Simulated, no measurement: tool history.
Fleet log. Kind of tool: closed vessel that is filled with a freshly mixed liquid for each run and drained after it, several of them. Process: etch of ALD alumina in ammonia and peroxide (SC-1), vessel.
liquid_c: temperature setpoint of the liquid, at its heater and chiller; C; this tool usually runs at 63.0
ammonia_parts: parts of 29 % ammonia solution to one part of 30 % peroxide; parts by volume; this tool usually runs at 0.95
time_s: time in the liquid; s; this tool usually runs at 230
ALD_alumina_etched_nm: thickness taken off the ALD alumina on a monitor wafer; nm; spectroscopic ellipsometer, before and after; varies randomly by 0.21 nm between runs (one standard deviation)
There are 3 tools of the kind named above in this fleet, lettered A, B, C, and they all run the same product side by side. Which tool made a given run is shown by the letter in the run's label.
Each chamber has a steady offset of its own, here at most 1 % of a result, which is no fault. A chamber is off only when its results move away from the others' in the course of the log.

run	hour	liquid_c	ammonia_parts	time_s	read-back film thickness of the ALD alumina reference wafer, read on the same gauge (nm)	ALD_alumina_etched_nm
1C	2.8	63.0	0.95	230	89.995	23.415
2A	6.8	63.0	0.95	230	89.989	22.763
3B	10.7	63.0	0.95	230	89.976	22.754
4B	14.9	63.0	0.95	230	89.971	22.915
5A	19.8	63.0	0.95	230	90.006	22.561
6C	23.3	67.5	0.95	360	89.997	45.627
7A	28.1	67.5	0.95	360	90.014	45.023
8C	31.2	67.5	0.95	360	90.038	44.245
9B	35.8	63.0	0.95	230	89.984	22.846
10A	40.1	63.0	1.20	230	89.995	23.635
11C	42.8	63.0	1.20	230	90.003	23.335
12B	45.1	63.0	1.20	230	90.006	23.182
13C	47.4	63.0	0.95	230	89.998	22.212
14A	52.0	63.0	0.95	230	90.021	23.248
15B	56.5	63.0	0.95	230	90.012	22.448
16B	60.6	63.0	0.95	230	89.974	22.598
17C	64.8	63.0	0.95	230	90.028	21.703
18A	70.1	63.0	0.95	230	90.018	22.952
19A	74.5	63.0	0.95	230	89.985	22.687
20B	77.6	63.0	0.95	230	89.995	22.675
21C	80.2	63.0	0.95	230	89.968	21.225
22C	83.0	63.0	1.20	325	90.007	30.405
23B	85.9	63.0	1.20	325	90.037	32.474
24A	90.5	63.0	1.20	325	90.006	33.421
25C	94.3	63.0	0.95	230	90.041	20.658

Each of the 3 chambers runs these same settings next. Fill in every chamber's results:
26A	98.0	63.0	0.95	230		?
26B	98.0	63.0	0.95	230		?
26C	98.0	63.0	0.95	230		?

run	ALD_alumina_etched_nm
26A	23.156
26B	22.577
26C	20.437
